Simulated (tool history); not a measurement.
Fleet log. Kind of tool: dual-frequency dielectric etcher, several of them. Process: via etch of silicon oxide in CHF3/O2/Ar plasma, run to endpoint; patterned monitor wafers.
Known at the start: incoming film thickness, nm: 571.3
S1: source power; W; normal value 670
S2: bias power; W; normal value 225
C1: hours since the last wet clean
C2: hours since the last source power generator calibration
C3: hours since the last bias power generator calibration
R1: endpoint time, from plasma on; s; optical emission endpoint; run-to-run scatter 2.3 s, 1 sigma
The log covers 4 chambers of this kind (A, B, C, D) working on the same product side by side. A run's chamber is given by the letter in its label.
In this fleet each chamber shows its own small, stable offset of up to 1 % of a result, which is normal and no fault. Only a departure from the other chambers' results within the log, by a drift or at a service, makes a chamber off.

run,day,S1,S2,C1,C2,C3,R1
1C,0.500,670,225,377.2,1180.6,905.4,259.04
2D,0.979,670,225,108.4,399.1,532.9,257.77
3A,1.233,670,225,240.5,1210.1,521.9,255.42
4B,1.604,670,225,345.8,899.6,649.7,260.58
5B,1.996,670,177,355.2,909.0,659.1,277.46
6D,2.321,670,177,140.6,431.3,565.1,277.34
7C,2.646,670,177,428.7,1232.1,956.9,274.91
8A,2.904,670,177,280.6,1250.2,562.0,278.05
9C,3.383,670,225,446.4,1249.8,974.6,253.00
# day 3.571: chamber B: wet clean of the chamber
10B,3.817,670,225,6.0,952.7,702.8,261.49
11D,4.200,670,264,185.7,476.4,610.2,244.98
12A,4.662,670,264,322.8,1292.4,604.2,243.87
13B,4.975,670,264,33.8,980.5,730.6,245.80
14D,5.396,670,264,214.4,505.1,638.9,244.86
15A,5.879,510,275,352.0,1321.6,633.4,262.85
# day 6.171: chamber C: wet clean of the chamber
16C,6.192,510,275,0.6,1317.2,1042.0,266.96
17A,6.604,510,275,369.4,1339.0,650.8,262.93
18B,6.962,510,275,81.5,1028.2,778.3,266.72
19D,7.421,670,225,263.0,553.7,687.5,262.00
20C,7.725,670,225,37.4,1354.0,1078.8,257.53
21D,8.021,670,225,277.4,568.1,701.9,255.68
22A,8.408,670,225,412.7,1382.3,694.1,257.24
23B,8.938,610,182,128.9,1075.6,825.7,289.53
24C,9.250,610,182,74.0,1390.6,1115.4,280.89
25B,9.629,610,182,145.5,1092.2,842.3,284.95
26D,10.179,610,182,329.2,619.9,753.7,290.64
27A,10.462,670,225,462.0,1431.6,743.4,255.44
28C,10.962,670,225,115.1,1431.7,1156.5,256.94

Predict what each chamber gives when all 4 of them run the settings below next.
29A,11.362,670,225,,,,?
29B,11.362,670,225,,,,?
29C,11.362,670,225,,,,?
29D,11.362,670,225,,,,?

run,R1
29A,256.93
29B,258.84
29C,254.30
29D,256.65
